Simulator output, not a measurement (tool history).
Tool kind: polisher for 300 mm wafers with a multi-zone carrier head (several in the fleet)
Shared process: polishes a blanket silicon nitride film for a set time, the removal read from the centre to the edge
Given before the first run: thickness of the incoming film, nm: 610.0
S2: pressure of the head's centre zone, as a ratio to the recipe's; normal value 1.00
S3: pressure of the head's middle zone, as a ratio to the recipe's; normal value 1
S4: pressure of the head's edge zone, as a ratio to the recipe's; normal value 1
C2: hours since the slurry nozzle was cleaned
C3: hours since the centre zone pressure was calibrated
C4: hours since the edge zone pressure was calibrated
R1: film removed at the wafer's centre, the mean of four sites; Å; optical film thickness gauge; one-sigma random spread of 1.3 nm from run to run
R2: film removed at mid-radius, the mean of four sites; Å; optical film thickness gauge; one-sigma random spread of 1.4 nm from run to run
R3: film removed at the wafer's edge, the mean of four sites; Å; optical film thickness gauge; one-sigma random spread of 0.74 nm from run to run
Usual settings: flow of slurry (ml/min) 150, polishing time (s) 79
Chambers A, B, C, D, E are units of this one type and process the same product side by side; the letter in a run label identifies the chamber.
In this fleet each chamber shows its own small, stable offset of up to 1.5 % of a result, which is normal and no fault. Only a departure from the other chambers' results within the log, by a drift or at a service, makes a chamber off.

{"hour": 6.8, "done": "chamber E: worn pad replaced by a new one"}
{"hour": 8.4, "done": "chamber B: worn pad replaced by a new one"}
{"run": "1B", "hour": 9.3, "flow of slurry (ml/min)": 150, "S2": 1.0, "S3": 1, "S4": 1, "polishing time (s)": 79, "wafers polished on this pad": 6, "C2": 545.9, "C3": 677.8, "C4": 315.2, "R1": 1145.5, "R2": 1170.9, "R3": 1181.7}
{"hour": 14.6, "done": "chamber A: slurry nozzle cleaned"}
{"run": "2E", "hour": 16.5, "flow of slurry (ml/min)": 150, "S2": 1.0, "S3": 1, "S4": 1, "polishing time (s)": 79, "wafers polished on this pad": 73, "C2": 455.7, "C3": 688.5, "C4": 547.6, "R1": 1154.0, "R2": 1161.7, "R3": 1160.0}
{"run": "3D", "hour": 25.8, "flow of slurry (ml/min)": 150, "S2": 1.0, "S3": 1, "S4": 1, "polishing time (s)": 79, "wafers polished on this pad": 537, "C2": 383.0, "C3": 740.9, "C4": 347.1, "R1": 1172.5, "R2": 1172.4, "R3": 1162.0}
{"run": "4C", "hour": 31.0, "flow of slurry (ml/min)": 150, "S2": 1.0, "S3": 1, "S4": 1, "polishing time (s)": 79, "wafers polished on this pad": 519, "C2": 112.5, "C3": 156.1, "C4": 312.8, "R1": 1163.7, "R2": 1152.4, "R3": 1173.4}
{"run": "5A", "hour": 36.8, "flow of slurry (ml/min)": 150, "S2": 1.0, "S3": 1, "S4": 1, "polishing time (s)": 79, "wafers polished on this pad": 810, "C2": 22.3, "C3": 375.4, "C4": 194.1, "R1": 1174.7, "R2": 1171.8, "R3": 1171.5}
{"run": "6A", "hour": 45.7, "flow of slurry (ml/min)": 150, "S2": 1.0, "S3": 1, "S4": 1, "polishing time (s)": 79, "wafers polished on this pad": 876, "C2": 31.2, "C3": 384.3, "C4": 203.0, "R1": 1148.2, "R2": 1172.2, "R3": 1190.3}
{"hour": 48.4, "done": "chamber B: slurry nozzle cleaned"}
{"run": "7B", "hour": 53.0, "flow of slurry (ml/min)": 150, "S2": 1.0, "S3": 1, "S4": 1, "polishing time (s)": 79, "wafers polished on this pad": 334, "C2": 4.7, "C3": 721.5, "C4": 358.9, "R1": 1155.7, "R2": 1148.9, "R3": 1173.2}
{"run": "8D", "hour": 61.8, "flow of slurry (ml/min)": 150, "S2": 1.0, "S3": 1, "S4": 1, "polishing time (s)": 79, "wafers polished on this pad": 807, "C2": 419.0, "C3": 776.9, "C4": 383.1, "R1": 1154.6, "R2": 1175.2, "R3": 1169.6}
{"run": "9C", "hour": 73.5, "flow of slurry (ml/min)": 150, "S2": 1.0, "S3": 1, "S4": 1, "polishing time (s)": 79, "wafers polished on this pad": 838, "C2": 155.0, "C3": 198.6, "C4": 355.3, "R1": 1147.2, "R2": 1171.5, "R3": 1178.2}
{"hour": 75.0, "done": "chamber E: worn pad replaced by a new one"}
{"run": "10E", "hour": 79.0, "flow of slurry (ml/min)": 150, "S2": 1.0, "S3": 1, "S4": 1, "polishing time (s)": 79, "wafers polished on this pad": 30, "C2": 518.2, "C3": 751.0, "C4": 610.1, "R1": 1137.4, "R2": 1171.7, "R3": 1170.1}
{"hour": 81.2, "done": "chamber A: worn pad replaced by a new one"}
{"run": "11C", "hour": 86.4, "flow of slurry (ml/min)": 150, "S2": 0.92, "S3": 1, "S4": 1, "polishing time (s)": 64, "wafers polished on this pad": 934, "C2": 167.9, "C3": 211.5, "C4": 368.2, "R1": 859.67, "R2": 945.81, "R3": 943.35}
{"run": "12B", "hour": 92.7, "flow of slurry (ml/min)": 150, "S2": 0.92, "S3": 1, "S4": 1, "polishing time (s)": 64, "wafers polished on this pad": 631, "C2": 44.4, "C3": 761.2, "C4": 398.6, "R1": 874.88, "R2": 936.78, "R3": 955.28}
{"run": "13D", "hour": 98.3, "flow of slurry (ml/min)": 150, "S2": 0.92, "S3": 1, "S4": 1, "polishing time (s)": 64, "wafers polished on this pad": 1080, "C2": 455.5, "C3": 813.4, "C4": 419.6, "R1": 850.94, "R2": 963.59, "R3": 929.76}
{"run": "14A", "hour": 109.2, "flow of slurry (ml/min)": 150, "S2": 0.92, "S3": 1, "S4": 1, "polishing time (s)": 64, "wafers polished on this pad": 210, "C2": 94.7, "C3": 447.8, "C4": 266.5, "R1": 872.86, "R2": 958.18, "R3": 960.2}
{"run": "15E", "hour": 117.2, "flow of slurry (ml/min)": 150, "S2": 0.92, "S3": 1, "S4": 1, "polishing time (s)": 64, "wafers polished on this pad": 316, "C2": 556.4, "C3": 789.2, "C4": 648.3, "R1": 860.94, "R2": 954.48, "R3": 939.05}
{"run": "16C", "hour": 125.4, "flow of slurry (ml/min)": 150, "S2": 1.0, "S3": 1, "S4": 1, "polishing time (s)": 79, "wafers polished on this pad": 1226, "C2": 206.9, "C3": 250.5, "C4": 407.2, "R1": 1166.4, "R2": 1153.7, "R3": 1159.2}
{"run": "17E", "hour": 130.7, "flow of slurry (ml/min)": 150, "S2": 1.0, "S3": 1, "S4": 1, "polishing time (s)": 79, "wafers polished on this pad": 417, "C2": 569.9, "C3": 802.7, "C4": 661.8, "R1": 1137.9, "R2": 1148.6, "R3": 1178.2}
{"hour": 134.1, "done": "chamber D: worn pad replaced by a new one"}
{"run": "18D", "hour": 139.1, "flow of slurry (ml/min)": 200, "S2": 1.0, "S3": 1, "S4": 1, "polishing time (s)": 79, "wafers polished on this pad": 37, "C2": 496.3, "C3": 854.2, "C4": 460.4, "R1": 1223.8, "R2": 1213.3, "R3": 1206.9}
{"run": "19B", "hour": 145.5, "flow of slurry (ml/min)": 200, "S2": 1.0, "S3": 1, "S4": 1, "polishing time (s)": 79, "wafers polished on this pad": 1027, "C2": 97.2, "C3": 814.0, "C4": 451.4, "R1": 1264.6, "R2": 1213.1, "R3": 1226.8}
{"run": "20A", "hour": 153.9, "flow of slurry (ml/min)": 200, "S2": 1.0, "S3": 1, "S4": 1, "polishing time (s)": 79, "wafers polished on this pad": 545, "C2": 139.4, "C3": 492.5, "C4": 311.2, "R1": 1246.5, "R2": 1224.9, "R3": 1226.7}
{"hour": 155.3, "done": "chamber E: worn pad replaced by a new one"}
{"hour": 158.3, "done": "chamber D: slurry nozzle cleaned"}
{"run": "21A", "hour": 159.6, "flow of slurry (ml/min)": 200, "S2": 1.0, "S3": 1, "S4": 1, "polishing time (s)": 79, "wafers polished on this pad": 588, "C2": 145.1, "C3": 498.2, "C4": 316.9, "R1": 1224.0, "R2": 1225.5, "R3": 1212.1}
{"hour": 166.4, "done": "chamber B: worn pad replaced by a new one"}
{"run": "22B", "hour": 168.7, "flow of slurry (ml/min)": 200, "S2": 1.0, "S3": 1, "S4": 1, "polishing time (s)": 79, "wafers polished on this pad": 17, "C2": 120.4, "C3": 837.2, "C4": 474.6, "R1": 1301.6, "R2": 1218.4, "R3": 1205.7}
{"hour": 170.4, "done": "chamber C: worn pad replaced by a new one"}
{"run": "23D", "hour": 177.1, "flow of slurry (ml/min)": 150, "S2": 1.0, "S3": 1, "S4": 1, "polishing time (s)": 79, "wafers polished on this pad": 322, "C2": 18.8, "C3": 892.2, "C4": 498.4, "R1": 1167.0, "R2": 1183.1, "R3": 1175.9}
{"run": "24C", "hour": 183.8, "flow of slurry (ml/min)": 150, "S2": 1.0, "S3": 1, "S4": 1, "polishing time (s)": 79, "wafers polished on this pad": 101, "C2": 265.3, "C3": 308.9, "C4": 465.6, "R1": 1148.5, "R2": 1168.2, "R3": 1161.0}
{"hour": 189.0, "done": "chamber A: edge zone pressure recalibrated"}
{"run": "25E", "hour": 189.0, "flow of slurry (ml/min)": 150, "S2": 1.0, "S3": 1, "S4": 1, "polishing time (s)": 79, "wafers polished on this pad": 252, "C2": 628.2, "C3": 861.0, "C4": 720.1, "R1": 1183.7, "R2": 1152.3, "R3": 1181.5}
{"run": "26A", "hour": 195.5, "flow of slurry (ml/min)": 150, "S2": 1.0, "S3": 1, "S4": 1, "polishing time (s)": 79, "wafers polished on this pad": 857, "C2": 181.0, "C3": 534.1, "C4": 6.5, "R1": 1152.9, "R2": 1178.0, "R3": 1182.8}
{"hour": 198.2, "done": "chamber D: centre zone pressure recalibrated"}
{"run": "27B", "hour": 205.1, "flow of slurry (ml/min)": 150, "S2": 1.0, "S3": 1, "S4": 1, "polishing time (s)": 79, "wafers polished on this pad": 290, "C2": 156.8, "C3": 873.6, "C4": 511.0, "R1": 1254.4, "R2": 1141.9, "R3": 1164.0}
{"run": "28D", "hour": 211.6, "flow of slurry (ml/min)": 150, "S2": 1.0, "S3": 1, "S4": 1, "polishing time (s)": 79, "wafers polished on this pad": 581, "C2": 53.3, "C3": 13.5, "C4": 532.9, "R1": 1149.4, "R2": 1167.4, "R3": 1165.0}
{"hour": 219.8, "done": "chamber E: worn pad replaced by a new one"}
{"run": "29C", "hour": 222.1, "flow of slurry (ml/min)": 150, "S2": 1.0, "S3": 1, "S4": 1, "polishing time (s)": 79, "wafers polished on this pad": 388, "C2": 303.6, "C3": 347.2, "C4": 503.9, "R1": 1160.8, "R2": 1160.3, "R3": 1167.6}
{"run": "30E", "hour": 233.3, "flow of slurry (ml/min)": 150, "S2": 1.0, "S3": 1, "S4": 1, "polishing time (s)": 79, "wafers polished on this pad": 101, "C2": 672.5, "C3": 905.3, "C4": 764.4, "R1": 1147.3, "R2": 1170.8, "R3": 1167.4}
{"run": "31C", "hour": 238.7, "flow of slurry (ml/min)": 150, "S2": 1.0, "S3": 1, "S4": 1, "polishing time (s)": 79, "wafers polished on this pad": 512, "C2": 320.2, "C3": 363.8, "C4": 520.5, "R1": 1153.8, "R2": 1162.3, "R3": 1176.3}
{"run": "32B", "hour": 249.0, "flow of slurry (ml/min)": 150, "S2": 1.0, "S3": 1, "S4": 1, "polishing time (s)": 79, "wafers polished on this pad": 619, "C2": 200.7, "C3": 917.5, "C4": 554.9, "R1": 1268.3, "R2": 1143.5, "R3": 1176.6}
{"hour": 251.3, "done": "chamber A: worn pad replaced by a new one"}
{"run": "33D", "hour": 259.6, "flow of slurry (ml/min)": 150, "S2": 1.0, "S3": 1, "S4": 1, "polishing time (s)": 79, "wafers polished on this pad": 940, "C2": 101.3, "C3": 61.5, "C4": 580.9, "R1": 1146.8, "R2": 1174.5, "R3": 1165.7}
{"run": "34A", "hour": 266.1, "flow of slurry (ml/min)": 150, "S2": 1.0, "S3": 1, "S4": 1, "polishing time (s)": 79, "wafers polished on this pad": 110, "C2": 251.6, "C3": 604.7, "C4": 77.1, "R1": 1181.6, "R2": 1187.3, "R3": 1191.4}
{"run": "35E", "hour": 274.8, "flow of slurry (ml/min)": 150, "S2": 1.1, "S3": 1, "S4": 1, "polishing time (s)": 79, "wafers polished on this pad": 412, "C2": 714.0, "C3": 946.8, "C4": 805.9, "R1": 1267.6, "R2": 1196.8, "R3": 1175.2}
{"run": "36C", "hour": 281.0, "flow of slurry (ml/min)": 150, "S2": 1.1, "S3": 1, "S4": 1, "polishing time (s)": 79, "wafers polished on this pad": 829, "C2": 362.5, "C3": 406.1, "C4": 562.8, "R1": 1272.0, "R2": 1141.7, "R3": 1172.3}
{"run": "37D", "hour": 289.5, "flow of slurry (ml/min)": 150, "S2": 1.1, "S3": 1, "S4": 1, "polishing time (s)": 79, "wafers polished on this pad": 1165, "C2": 131.2, "C3": 91.4, "C4": 610.8, "R1": 1259.2, "R2": 1166.7, "R3": 1162.7}
{"hour": 294.3, "done": "chamber E: worn pad replaced by a new one"}
{"run": "38E", "hour": 296.9, "flow of slurry (ml/min)": 150, "S2": 1.1, "S3": 1, "S4": 1, "polishing time (s)": 79, "wafers polished on this pad": 19, "C2": 736.1, "C3": 968.9, "C4": 828.0, "R1": 1271.3, "R2": 1175.7, "R3": 1167.7}
{"run": "39B", "hour": 304.1, "flow of slurry (ml/min)": 150, "S2": 1.1, "S3": 1, "S4": 1, "polishing time (s)": 79, "wafers polished on this pad": 1032, "C2": 255.8, "C3": 972.6, "C4": 610.0, "R1": 1433.5, "R2": 1176.4, "R3": 1155.7}

Is one chamber out of step, is the gauge drifting, or do the chambers differ by no more than their own small offsets? For an off chamber, give its letter and the likeliest cause.

Little by little, chamber B moves away from the other chambers.
Cause: centre zone's pressure above its setpoint, % = 10.

Chamber B could run next with any of the 4 candidate recipes listed below; each alters the usual settings, and their results appear as question marks. Which one brings its results back in line with what the other chambers deliver on the usual settings?
In line here means within this much of the mean the other chambers give on the usual settings: R1 44.00 Å; R2 48.00 Å; R3 26.00 Å
{"run": "40B-1", "hour": 312.8, "flow of slurry (ml/min)": 155, "S2": 1.08, "S3": 0.98, "S4": 0.97, "polishing time (s)": 80, "R1": "?", "R2": "?", "R3": "?"}
{"run": "40B-2", "hour": 312.8, "flow of slurry (ml/min)": 165, "S2": 1.17, "S3": 0.95, "S4": 0.94, "polishing time (s)": 82, "R1": "?", "R2": "?", "R3": "?"}
{"run": "40B-3", "hour": 312.8, "flow of slurry (ml/min)": 140, "S2": 0.83, "S3": 1.05, "S4": 1.05, "polishing time (s)": 77, "R1": "?", "R2": "?", "R3": "?"}
{"run": "40B-4", "hour": 312.8, "flow of slurry (ml/min)": 145, "S2": 0.92, "S3": 1.02, "S4": 1.03, "polishing time (s)": 78, "R1": "?", "R2": "?", "R3": "?"}

Usual-settings mean across the other chambers: R1 1156.50 Å; R2 1164.30 Å; R3 1168.20 Å
run=40B-1 R1=1419.60 R2=1160.40 R3=1175.60
run=40B-2 R1=1603.60 R2=1168.50 R3=1195.50
run=40B-3 R1=1007.90 R2=1168.30 R3=1162.90
run=40B-4 R1=1149.80 R2=1159.90 R3=1172.10
Change 40B-4 lands the chamber within the allowed miss of the other chambers.
